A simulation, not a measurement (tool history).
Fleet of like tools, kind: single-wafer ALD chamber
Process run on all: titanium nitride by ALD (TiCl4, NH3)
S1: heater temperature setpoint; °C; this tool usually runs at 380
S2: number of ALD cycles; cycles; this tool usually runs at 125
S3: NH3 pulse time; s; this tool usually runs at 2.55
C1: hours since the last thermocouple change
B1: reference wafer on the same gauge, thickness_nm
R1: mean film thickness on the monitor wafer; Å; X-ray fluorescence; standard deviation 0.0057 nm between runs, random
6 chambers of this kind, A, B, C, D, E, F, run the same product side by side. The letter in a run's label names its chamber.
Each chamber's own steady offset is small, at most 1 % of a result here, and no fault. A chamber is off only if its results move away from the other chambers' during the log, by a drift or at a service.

run 1B hour=8.7 | S1=380 S2=125 S3=2.55 | C1=1172.6 | B1=2.5607 | R1=27.552
-- hour=12.7 chamber B: thermocouple changed; heater temperature recalibrated
run 2A hour=17.8 | S1=380 S2=125 S3=2.55 | C1=28.2 | B1=2.5615 | R1=27.263
run 3C hour=26.5 | S1=380 S2=125 S3=2.55 | C1=294.9 | B1=2.5605 | R1=27.553
run 4D hour=31.5 | S1=380 S2=125 S3=2.55 | C1=789 | B1=2.5603 | R1=27.285
run 5F hour=39.7 | S1=380 S2=137 S3=2.55 | C1=2004.3 | B1=2.5588 | R1=30.226
run 6E hour=48.9 | S1=380 S2=137 S3=2.55 | C1=231.8 | B1=2.5582 | R1=30.334
run 7F hour=54.6 | S1=380 S2=137 S3=2.55 | C1=2019.2 | B1=2.5616 | R1=30.283
run 8D hour=62.3 | S1=380 S2=137 S3=2.55 | C1=819.8 | B1=2.5598 | R1=30.085
run 9A hour=70.7 | S1=380 S2=137 S3=2.55 | C1=81.1 | B1=2.5606 | R1=29.992
run 10B hour=77.5 | S1=380 S2=137 S3=2.55 | C1=64.8 | B1=2.5605 | R1=30.285
run 11C hour=87.2 | S1=380 S2=125 S3=2.55 | C1=355.6 | B1=2.5606 | R1=27.553
run 12E hour=96.8 | S1=380 S2=147 S3=1.58 | C1=279.7 | B1=2.5611 | R1=31.482
run 13E hour=103 | S1=380 S2=147 S3=1.58 | C1=285.9 | B1=2.5592 | R1=31.509
run 14C hour=108.7 | S1=380 S2=147 S3=1.58 | C1=377.1 | B1=2.5614 | R1=31.357
run 15F hour=113.5 | S1=380 S2=147 S3=1.58 | C1=2078.1 | B1=2.5602 | R1=31.671
run 16A hour=118.9 | S1=380 S2=147 S3=1.58 | C1=129.3 | B1=2.5601 | R1=31.31
run 17B hour=126 | S1=380 S2=147 S3=1.58 | C1=113.3 | B1=2.5604 | R1=31.393
run 18D hour=133.7 | S1=380 S2=125 S3=2.55 | C1=891.2 | B1=2.5594 | R1=27.368
run 19F hour=142.4 | S1=380 S2=125 S3=2.55 | C1=2107 | B1=2.5588 | R1=27.683
run 20D hour=147.7 | S1=380 S2=125 S3=2.55 | C1=905.2 | B1=2.5609 | R1=27.326
run 21A hour=156.3 | S1=380 S2=125 S3=1.56 | C1=166.7 | B1=2.5601 | R1=26.678
run 22C hour=165.7 | S1=380 S2=125 S3=1.56 | C1=434.1 | B1=2.5611 | R1=26.745
run 23E hour=173 | S1=380 S2=125 S3=1.56 | C1=355.9 | B1=2.5593 | R1=26.789
run 24B hour=177.2 | S1=380 S2=125 S3=1.56 | C1=164.5 | B1=2.56 | R1=26.657
run 25B hour=185.4 | S1=380 S2=125 S3=1.56 | C1=172.7 | B1=2.5593 | R1=26.727
run 26A hour=193.3 | S1=380 S2=125 S3=1.56 | C1=203.7 | B1=2.5591 | R1=26.643
run 27F hour=198 | S1=380 S2=125 S3=2.55 | C1=2162.6 | B1=2.5614 | R1=27.612
run 28D hour=204.8 | S1=380 S2=125 S3=2.55 | C1=962.3 | B1=2.5611 | R1=27.463
run 29E hour=210.5 | S1=380 S2=125 S3=2.55 | C1=393.4 | B1=2.5612 | R1=27.607
-- hour=215.5 chamber F: thermocouple changed; heater temperature recalibrated
run 30C hour=217.2 | S1=380 S2=125 S3=2.55 | C1=485.6 | B1=2.5603 | R1=27.565
run 31B hour=222.1 | S1=372 S2=125 S3=1.63 | C1=209.4 | B1=2.5597 | R1=26.353
run 32A hour=228.7 | S1=372 S2=125 S3=1.63 | C1=239.1 | B1=2.5596 | R1=26.285
run 33D hour=235.3 | S1=372 S2=125 S3=1.63 | C1=992.8 | B1=2.5602 | R1=26.255
run 34C hour=241.6 | S1=372 S2=125 S3=1.63 | C1=510 | B1=2.5606 | R1=26.538
run 35F hour=251 | S1=372 S2=125 S3=1.63 | C1=35.5 | B1=2.5586 | R1=26.632
run 36E hour=257.2 | S1=372 S2=125 S3=1.63 | C1=440.1 | B1=2.5617 | R1=26.405
run 37B hour=266.5 | S1=380 S2=125 S3=2.55 | C1=253.8 | B1=2.559 | R1=27.525
run 38A hour=271.3 | S1=380 S2=125 S3=2.55 | C1=281.7 | B1=2.5596 | R1=27.451

All 6 chambers run these settings next. Forecast each chamber's results:
run 39A hour=278.3 | S1=380 S2=112 S3=2.55 | R1=?
run 39B hour=278.3 | S1=380 S2=112 S3=2.55 | R1=?
run 39C hour=278.3 | S1=380 S2=112 S3=2.55 | R1=?
run 39D hour=278.3 | S1=380 S2=112 S3=2.55 | R1=?
run 39E hour=278.3 | S1=380 S2=112 S3=2.55 | R1=?
run 39F hour=278.3 | S1=380 S2=112 S3=2.55 | R1=?

run=39A R1=24.479
run=39B R1=24.673
run=39C R1=24.68
run=39D R1=24.524
run=39E R1=24.612
run=39F R1=24.9

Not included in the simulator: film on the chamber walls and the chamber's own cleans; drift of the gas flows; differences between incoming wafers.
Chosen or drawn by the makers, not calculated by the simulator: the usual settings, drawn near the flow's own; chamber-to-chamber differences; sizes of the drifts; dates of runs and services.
